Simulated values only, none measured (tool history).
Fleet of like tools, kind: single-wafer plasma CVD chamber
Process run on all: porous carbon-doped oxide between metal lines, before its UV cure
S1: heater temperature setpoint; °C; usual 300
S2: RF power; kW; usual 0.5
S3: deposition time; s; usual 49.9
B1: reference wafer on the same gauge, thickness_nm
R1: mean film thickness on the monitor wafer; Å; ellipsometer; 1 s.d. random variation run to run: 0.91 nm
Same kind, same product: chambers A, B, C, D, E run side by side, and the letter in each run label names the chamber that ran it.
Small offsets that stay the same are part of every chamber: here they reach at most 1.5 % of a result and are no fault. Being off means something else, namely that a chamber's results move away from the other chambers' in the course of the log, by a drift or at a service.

run   hour   S1     S2    S3      B1      R1
 1A    8.4  300    0.5  49.9     242  2651.8
 2B   15.7  300    0.5  49.9  241.86  2697.2
 3C   24.2  300    0.5  49.9  241.86  2675.7
 4E   31.5  300    0.5  49.9  242.17  2666.7
 5D   38.3  300    0.5  49.9  242.09  2663.2
 6D   46.4  300    0.5  49.9  242.07    2674
 7B   53.5  300    0.5  49.9  241.92  2676.2
 8E   59.3  300    0.5  49.9  241.85  2673.9
 9C   67.4  300    0.5  49.9  241.71  2653.3
10A   74.5  300    0.5  49.9  241.67  2641.3
11C     83  287    0.5  49.9  241.95  2852.8
12E   95.2  287    0.5  49.9   241.7  2861.6
13B  102.9  287    0.5  49.9  241.91  2895.4
14D  112.8  287    0.5  49.9     242  2882.3
15A    126  287    0.5  49.9  242.11  2841.2
16B    132  300    0.5  49.9   241.9  2691.1
17E  144.3  300    0.5  49.9  242.04  2668.5
18A  153.4  306    0.5  49.9  241.97  2561.2
19D  160.9  306    0.5  49.9  241.89  2590.6
20C  167.1  306    0.5  49.9  242.15  2590.1
21A  178.2  306    0.5  49.9  242.03  2565.9
     187.4  -- chamber D: RF generator calibrated
22E  187.9  306    0.5  49.9  242.26  2561.3
23D  199.5  300    0.5  49.9  242.11    2668
24C    206  300    0.5  49.9  241.94  2678.4
25B  217.7  300  0.535  49.9  242.02  2782.1
26B  228.1  300  0.535  49.9  242.23  2796.3
27E  239.1  300  0.535  49.9  241.91  2775.8
28D  251.8  300  0.535  49.9  241.84  2808.3
     252.2  -- chamber E: RF generator calibrated
29A  260.6  300  0.535  49.9  241.97  2761.6
30C  273.6  307  0.455  49.9  242.09  2414.8
31C  284.4  307  0.455  49.9     242  2407.4
32D  292.1  307  0.455  49.9  241.98    2413
33E  300.6  307  0.455  49.9   241.9  2411.5
34B  312.6  307  0.455  49.9  242.16    2359
35A    324  300    0.5  49.9  241.99  2643.6
     325.8  -- chamber A: thermocouple changed; heater temperature recalibrated
36C  333.1  300    0.5  49.9  241.96  2662.8
37A  340.8  300    0.5  49.9  242.14  2641.4
38D    350  300    0.5  49.9  241.86  2686.8
39E  356.5  300    0.5  49.9  242.01    2663
40B  362.5  300    0.5  49.9  242.03    2610
41B  370.5  300    0.5  49.9  241.97  2585.3
42D  380.3  300    0.5  49.9  242.09  2682.5
43C  391.6  300  0.595  56.5  241.99  3364.9

Each of the 5 chambers runs these same settings next. Fill in every chamber's results:
44A  401.2  309  0.5  49.9       ?
44B  401.2  309  0.5  49.9       ?
44C  401.2  309  0.5  49.9       ?
44D  401.2  309  0.5  49.9       ?
44E  401.2  309  0.5  49.9       ?

run      R1
44A  2513.4
44B  2454.2
44C  2536.1
44D  2557.4
44E  2521.2

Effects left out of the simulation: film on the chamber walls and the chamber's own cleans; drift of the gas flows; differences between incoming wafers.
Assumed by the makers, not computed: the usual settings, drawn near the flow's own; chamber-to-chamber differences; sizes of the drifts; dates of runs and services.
